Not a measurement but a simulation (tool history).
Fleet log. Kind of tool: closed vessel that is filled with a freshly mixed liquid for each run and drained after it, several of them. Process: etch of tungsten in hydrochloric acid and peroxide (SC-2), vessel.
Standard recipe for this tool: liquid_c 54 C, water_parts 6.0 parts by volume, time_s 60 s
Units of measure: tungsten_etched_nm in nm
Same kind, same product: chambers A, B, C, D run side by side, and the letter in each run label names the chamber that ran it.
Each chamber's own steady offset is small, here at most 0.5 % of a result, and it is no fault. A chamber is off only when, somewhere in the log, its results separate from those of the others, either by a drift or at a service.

run	hour	liquid_c	water_parts	time_s	hours since the thermometer was replaced	hours since the chemicals flow meter was replaced	hours since the drum of peroxide was connected	read-back film thickness of the tungsten reference wafer, read on the same gauge (nm)	tungsten_etched_nm
1C	9.7	54	6.0	60	1784.7	357.9	611.0	59.984	28.909
2A	17.9	54	6.0	60	24.1	730.8	141.7	60.011	29.345
3B	29.8	54	6.0	60	1036.7	392.8	35.3	59.994	29.408
4D	37.9	54	6.0	60	57.1	1428.9	64.2	60.032	29.080
5B	47.3	54	6.0	60	1054.2	410.3	52.8	59.986	29.078
6D	55.9	54	6.0	60	75.1	1446.9	82.2	59.984	29.286
7A	62.5	54	6.0	75	68.7	775.4	186.3	60.003	36.390
8C	71.5	54	6.0	75	1846.5	419.7	672.8	59.967	36.595
9A	79.4	54	6.0	75	85.6	792.3	203.2	60.002	36.313
10D	88.4	54	6.0	75	107.6	1479.4	114.7	59.981	36.471
11C	101.5	54	6.0	60	1876.5	449.7	702.8	59.994	28.956
12B	114.2	54	6.0	60	1121.1	477.2	119.7	60.003	28.934
13A	126.6	54	6.0	60	132.8	839.5	250.4	60.014	28.968
14C	132.2	54	6.0	60	1907.2	480.4	733.5	60.005	29.049
15D	143.7	54	6.0	60	162.9	1534.7	170.0	59.998	28.836
16B	151.9	54	6.0	60	1158.8	514.9	157.4	60.004	28.908
17A	161.1	54	6.0	60	167.3	874.0	284.9	60.008	29.128
18D	171.2	54	6.0	60	190.4	1562.2	197.5	59.963	29.398
# hour 172.7: chamber C: new drum of peroxide connected
19C	177.0	54	6.0	60	1952.0	525.2	4.4	60.020	28.974
# hour 183.6: chamber D: chemicals flow meter replaced
20B	187.3	54	6.0	60	1194.2	550.3	192.8	59.998	29.302
21B	195.6	54	6.0	60	1202.5	558.6	201.1	60.010	29.059
22D	205.1	54	6.0	60	224.3	21.6	231.4	60.005	29.385
23A	216.2	54	6.0	60	222.4	929.1	340.0	60.003	28.829
24C	228.9	54	6.0	60	2003.9	577.1	56.3	60.011	28.754
25B	239.3	54	6.0	60	1246.2	602.3	244.8	59.996	28.725
26D	248.1	54	6.0	60	267.3	64.6	274.4	60.012	29.257
27C	258.8	54	6.0	85	2033.8	607.0	86.2	60.020	40.995

One chamber off, gauge drift, or nothing amiss beyond the chambers' own small offsets? If it is a chamber, which one, and what is the likeliest cause?

Nothing is wrong: each chamber keeps only its own small, steady offset and the gauge holds still.

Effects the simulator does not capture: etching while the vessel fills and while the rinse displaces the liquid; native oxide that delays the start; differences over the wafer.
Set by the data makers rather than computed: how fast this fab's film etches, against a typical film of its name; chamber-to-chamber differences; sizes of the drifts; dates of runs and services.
